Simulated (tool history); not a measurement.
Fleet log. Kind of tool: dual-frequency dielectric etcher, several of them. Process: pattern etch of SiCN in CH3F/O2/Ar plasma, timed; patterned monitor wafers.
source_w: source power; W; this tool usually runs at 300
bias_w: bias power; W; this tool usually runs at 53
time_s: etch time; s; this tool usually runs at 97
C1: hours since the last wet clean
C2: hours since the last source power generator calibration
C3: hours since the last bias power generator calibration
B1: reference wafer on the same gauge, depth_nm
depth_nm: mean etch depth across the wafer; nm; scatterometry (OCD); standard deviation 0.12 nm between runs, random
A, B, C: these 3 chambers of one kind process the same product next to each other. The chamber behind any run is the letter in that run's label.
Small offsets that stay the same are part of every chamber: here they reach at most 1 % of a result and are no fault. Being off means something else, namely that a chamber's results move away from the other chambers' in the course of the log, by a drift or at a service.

{"run": "1A", "hour": 5.2, "source_w": 300, "bias_w": 53, "time_s": 97, "C1": 458.9, "C2": 2340.6, "C3": 1877.7, "B1": 30.799, "depth_nm": 29.376}
{"run": "2B", "hour": 9.0, "source_w": 300, "bias_w": 53, "time_s": 97, "C1": 488.8, "C2": 903.7, "C3": 1479.4, "B1": 30.811, "depth_nm": 29.476}
{"run": "3C", "hour": 13.8, "source_w": 300, "bias_w": 53, "time_s": 97, "C1": 340.8, "C2": 1364.8, "C3": 2597.2, "B1": 30.808, "depth_nm": 29.358}
{"run": "4B", "hour": 19.3, "source_w": 300, "bias_w": 53, "time_s": 97, "C1": 499.1, "C2": 914, "C3": 1489.7, "B1": 30.809, "depth_nm": 29.448}
{"run": "5C", "hour": 23.8, "source_w": 300, "bias_w": 53, "time_s": 97, "C1": 350.8, "C2": 1374.8, "C3": 2607.2, "B1": 30.809, "depth_nm": 29.316}
{"run": "6A", "hour": 27.5, "source_w": 300, "bias_w": 53, "time_s": 97, "C1": 481.2, "C2": 2362.9, "C3": 1900, "B1": 30.789, "depth_nm": 29.369}
{"run": "7B", "hour": 31.6, "source_w": 300, "bias_w": 53, "time_s": 97, "C1": 511.4, "C2": 926.3, "C3": 1502, "B1": 30.782, "depth_nm": 29.385}
{"run": "8C", "hour": 38.9, "source_w": 300, "bias_w": 53, "time_s": 97, "C1": 365.9, "C2": 1389.9, "C3": 2622.3, "B1": 30.827, "depth_nm": 29.228}
{"hour": 39.3, "done": "chamber B: wet clean of the chamber"}
{"run": "9A", "hour": 42.1, "source_w": 360, "bias_w": 53, "time_s": 97, "C1": 495.8, "C2": 2377.5, "C3": 1914.6, "B1": 30.795, "depth_nm": 31.542}
{"run": "10A", "hour": 46.1, "source_w": 360, "bias_w": 53, "time_s": 97, "C1": 499.8, "C2": 2381.5, "C3": 1918.6, "B1": 30.792, "depth_nm": 31.431}
{"run": "11B", "hour": 50.9, "source_w": 360, "bias_w": 53, "time_s": 97, "C1": 11.6, "C2": 945.6, "C3": 1521.3, "B1": 30.791, "depth_nm": 31.69}
{"hour": 51.9, "done": "chamber A: wet clean of the chamber"}
{"run": "12C", "hour": 55.7, "source_w": 300, "bias_w": 53, "time_s": 97, "C1": 382.7, "C2": 1406.7, "C3": 2639.1, "B1": 30.782, "depth_nm": 29.249}
{"run": "13B", "hour": 59.9, "source_w": 300, "bias_w": 53, "time_s": 97, "C1": 20.6, "C2": 954.6, "C3": 1530.3, "B1": 30.818, "depth_nm": 29.388}
{"run": "14A", "hour": 66.0, "source_w": 300, "bias_w": 53, "time_s": 97, "C1": 14.2, "C2": 2401.4, "C3": 1938.5, "B1": 30.791, "depth_nm": 28.015}
{"run": "15C", "hour": 72.3, "source_w": 300, "bias_w": 53, "time_s": 97, "C1": 399.3, "C2": 1423.3, "C3": 2655.7, "B1": 30.811, "depth_nm": 29.222}
{"run": "16A", "hour": 75.8, "source_w": 300, "bias_w": 53, "time_s": 97, "C1": 24, "C2": 2411.2, "C3": 1948.3, "B1": 30.808, "depth_nm": 28.169}
{"run": "17B", "hour": 82.0, "source_w": 300, "bias_w": 53, "time_s": 97, "C1": 42.7, "C2": 976.7, "C3": 1552.4, "B1": 30.818, "depth_nm": 29.314}
{"run": "18C", "hour": 87.9, "source_w": 330, "bias_w": 53, "time_s": 97, "C1": 414.9, "C2": 1438.9, "C3": 2671.3, "B1": 30.795, "depth_nm": 30.273}
{"hour": 92.2, "done": "chamber C: wet clean of the chamber"}
{"run": "19C", "hour": 92.6, "source_w": 330, "bias_w": 53, "time_s": 97, "C1": 0.4, "C2": 1443.6, "C3": 2676, "B1": 30.827, "depth_nm": 30.285}
{"run": "20B", "hour": 97.2, "source_w": 330, "bias_w": 53, "time_s": 97, "C1": 57.9, "C2": 991.9, "C3": 1567.6, "B1": 30.785, "depth_nm": 30.481}
{"run": "21A", "hour": 100.6, "source_w": 300, "bias_w": 53, "time_s": 97, "C1": 48.8, "C2": 2436, "C3": 1973.1, "B1": 30.797, "depth_nm": 28.131}
{"run": "22B", "hour": 105.0, "source_w": 300, "bias_w": 53, "time_s": 97, "C1": 65.7, "C2": 999.7, "C3": 1575.4, "B1": 30.812, "depth_nm": 29.23}
{"run": "23A", "hour": 109.1, "source_w": 300, "bias_w": 53, "time_s": 97, "C1": 57.3, "C2": 2444.5, "C3": 1981.6, "B1": 30.785, "depth_nm": 28.02}
{"hour": 113.1, "done": "chamber C: source power generator calibrated"}
{"run": "24C", "hour": 115.5, "source_w": 360, "bias_w": 53, "time_s": 97, "C1": 23.3, "C2": 2.5, "C3": 2698.9, "B1": 30.808, "depth_nm": 31.142}
{"run": "25B", "hour": 121.4, "source_w": 360, "bias_w": 53, "time_s": 97, "C1": 82.1, "C2": 1016.1, "C3": 1591.8, "B1": 30.791, "depth_nm": 31.406}
{"run": "26C", "hour": 125.0, "source_w": 360, "bias_w": 53, "time_s": 97, "C1": 32.8, "C2": 12, "C3": 2708.4, "B1": 30.776, "depth_nm": 31.213}
{"run": "27A", "hour": 131.6, "source_w": 300, "bias_w": 53, "time_s": 97, "C1": 79.8, "C2": 2467, "C3": 2004.1, "B1": 30.799, "depth_nm": 28.038}

All 3 chambers run these settings next. Forecast each chamber's results:
{"run": "28A", "hour": 136.8, "source_w": 300, "bias_w": 53, "time_s": 97, "depth_nm": "?"}
{"run": "28B", "hour": 136.8, "source_w": 300, "bias_w": 53, "time_s": 97, "depth_nm": "?"}
{"run": "28C", "hour": 136.8, "source_w": 300, "bias_w": 53, "time_s": 97, "depth_nm": "?"}

run=28A depth_nm=28.383
run=28B depth_nm=29.069
run=28C depth_nm=29.258
